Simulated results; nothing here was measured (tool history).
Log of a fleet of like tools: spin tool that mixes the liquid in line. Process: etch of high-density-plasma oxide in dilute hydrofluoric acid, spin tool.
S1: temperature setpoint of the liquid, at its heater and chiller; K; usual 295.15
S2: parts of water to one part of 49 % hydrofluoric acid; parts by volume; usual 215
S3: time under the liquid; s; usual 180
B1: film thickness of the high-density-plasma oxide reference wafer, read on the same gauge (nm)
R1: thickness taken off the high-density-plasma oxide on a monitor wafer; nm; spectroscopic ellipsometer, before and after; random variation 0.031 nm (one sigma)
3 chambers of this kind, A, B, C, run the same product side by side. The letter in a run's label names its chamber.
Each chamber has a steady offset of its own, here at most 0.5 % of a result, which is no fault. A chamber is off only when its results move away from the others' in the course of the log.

run,hour,S1,S2,S3,B1,R1
1B,8.5,295.15,215,180,89.994,3.4964
2A,15.0,295.15,215,180,90.002,3.4408
3C,24.9,295.15,215,180,90.010,3.4652
4B,34.2,295.15,215,180,90.031,3.4649
5A,42.6,295.15,215,180,90.017,3.4652
6C,50.9,295.15,215,180,90.001,3.4828
7A,57.3,295.15,215,180,89.991,3.4492
8C,66.8,295.15,215,180,89.996,3.4426
9B,74.1,295.15,215,180,89.956,3.4472
10C,78.8,295.15,110,270,90.013,11.3710
# hour 83.1: chamber A: hydrofluoric acid flow meter replaced
11A,87.3,295.15,110,270,89.996,11.2600
12B,94.7,295.15,110,270,89.984,11.5020
13A,104.1,295.15,215,180,89.970,3.2991
14B,112.3,295.15,215,180,89.996,3.4933
15C,121.8,295.15,215,180,90.000,3.4837
16A,127.9,295.15,215,180,89.988,3.2531
17C,136.0,295.15,215,180,90.044,3.4481
18B,142.8,295.15,215,180,89.988,3.5029
19A,147.3,295.15,215,180,90.004,3.2764
20B,154.6,295.15,215,180,90.053,3.4831
21C,160.9,295.15,215,180,90.001,3.4925

What goes on in this fleet: one chamber off, a drifting gauge, or nothing beyond the chambers' own small offsets? Name the chamber and the cause, if any.

Chamber A drifts away from the others.
Cause: liquid colder than its thermometer reads (K) = 2.09.

Here are 4 candidates for chamber A's next run, each the usual settings with a change, their results left as question marks. Which one brings its results back in line with what the others give on the usual settings?
In line means no further than this from the other chambers' mean on the usual settings: R1 0.1100 nm
22A-1,168.3,299.15,215,180,,?
22A-2,168.3,295.15,200,180,,?
22A-3,168.3,295.15,230,165,,?
22A-4,168.3,295.15,230,180,,?

The other chambers' mean on the usual settings: R1 3.4723 nm
run,R1
22A-1,3.7222
22A-2,3.4931
22A-3,2.6983
22A-4,2.9435
22A-2 brings the chamber back in line.
